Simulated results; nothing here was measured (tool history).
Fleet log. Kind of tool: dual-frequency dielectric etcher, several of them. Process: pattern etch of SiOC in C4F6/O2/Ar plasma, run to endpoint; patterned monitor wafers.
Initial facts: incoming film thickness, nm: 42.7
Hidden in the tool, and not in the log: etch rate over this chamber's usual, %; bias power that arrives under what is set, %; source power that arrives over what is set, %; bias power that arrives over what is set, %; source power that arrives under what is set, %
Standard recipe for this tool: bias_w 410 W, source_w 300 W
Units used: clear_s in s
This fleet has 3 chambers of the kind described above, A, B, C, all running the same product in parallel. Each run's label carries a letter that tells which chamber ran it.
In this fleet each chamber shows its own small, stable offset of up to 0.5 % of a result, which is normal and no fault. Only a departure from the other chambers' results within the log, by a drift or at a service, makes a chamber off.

run,hour,bias_w,source_w,hours since the last wet clean,hours since the last bias power generator calibration,hours since the last source power generator calibration,clear_s
1B,5.8,410,300,520.2,1888.1,2615.6,17.24
2A,13.5,410,300,170.5,3252.5,2863.8,17.18
3C,22.9,410,300,388.1,1960.6,2899.8,17.197
# hour 26.9: chamber B: wet clean of the chamber
4A,30.2,410,300,187.2,3269.2,2880.5,17.188
5B,36.4,410,240,9.6,1918.7,2646.2,18.733
6C,46.6,410,240,411.8,1984.3,2923.5,18.759
7B,59.3,410,240,32.5,1941.6,2669.1,18.745
8C,70.2,410,300,435.4,2007.9,2947.1,17.226
9A,82.4,410,300,239.4,3321.4,2932.7,17.119
10B,89.9,410,300,63.1,1972.2,2699.7,17.241
11C,101.5,410,300,466.7,2039.2,2978.4,17.151
12A,110.4,410,300,267.4,3349.4,2960.7,17.124
13C,120.9,410,300,486.1,2058.6,2997.8,17.288
14B,130.3,410,300,103.5,2012.6,2740.1,17.254
15A,141.1,410,300,298.1,3380.1,2991.4,17.155
16A,147.4,410,300,304.4,3386.4,2997.7,17.115
17C,155.7,410,300,520.9,2093.4,3032.6,17.306
18B,166.2,410,300,139.4,2048.5,2776,17.183
19A,178.1,410,300,335.1,3417.1,3028.4,17.15
# hour 183.2: chamber C: wet clean of the chamber
20C,190.3,410,300,7.2,2128,3067.2,16.877
21B,198.5,410,380,171.7,2080.8,2808.3,15.788
22C,206.8,410,380,23.7,2144.5,3083.7,15.541
23A,219.5,410,380,376.5,3458.5,3069.8,15.652
24B,225.5,410,300,198.7,2107.8,2835.3,17.15
# hour 225.6: chamber B: source power generator calibrated
25B,232.5,410,300,205.7,2114.8,7,17.207
26A,243.3,410,300,400.3,3482.3,3093.6,17.162
27C,254.5,327,300,71.4,2192.2,3131.4,18.295
28A,264.1,327,300,421.1,3503.1,3114.4,18.741
29B,276.4,327,300,249.6,2158.7,50.9,18.676
30C,287.1,410,300,104,2224.8,3164,16.942
31A,293.7,410,300,450.7,3532.7,3144,17.16
32C,304.8,443,240,121.7,2242.5,3181.7,17.759
33B,315.7,443,240,288.9,2198,90.2,18.228
34A,327.8,443,240,484.8,3566.8,3178.1,18.182
35B,335.8,410,300,309,2218.1,110.3,17.231
36C,345.6,410,300,162.5,2283.3,3222.5,16.934
37B,358.1,410,300,331.3,2240.4,132.6,17.229
38A,366.7,410,300,523.7,3605.7,3217,17.159
39C,377.7,410,300,194.6,2315.4,3254.6,16.795
40C,387.4,410,300,204.3,2325.1,3264.3,16.84
41A,399.4,365,230,556.4,3638.4,3249.7,19.669

For the next run the whole fleet of 3 chambers uses the same settings. Give each chamber's results:
42A,408.9,410,300,,,,?
42B,408.9,410,300,,,,?
42C,408.9,410,300,,,,?

run,clear_s
42A,17.203
42B,17.245
42C,16.83

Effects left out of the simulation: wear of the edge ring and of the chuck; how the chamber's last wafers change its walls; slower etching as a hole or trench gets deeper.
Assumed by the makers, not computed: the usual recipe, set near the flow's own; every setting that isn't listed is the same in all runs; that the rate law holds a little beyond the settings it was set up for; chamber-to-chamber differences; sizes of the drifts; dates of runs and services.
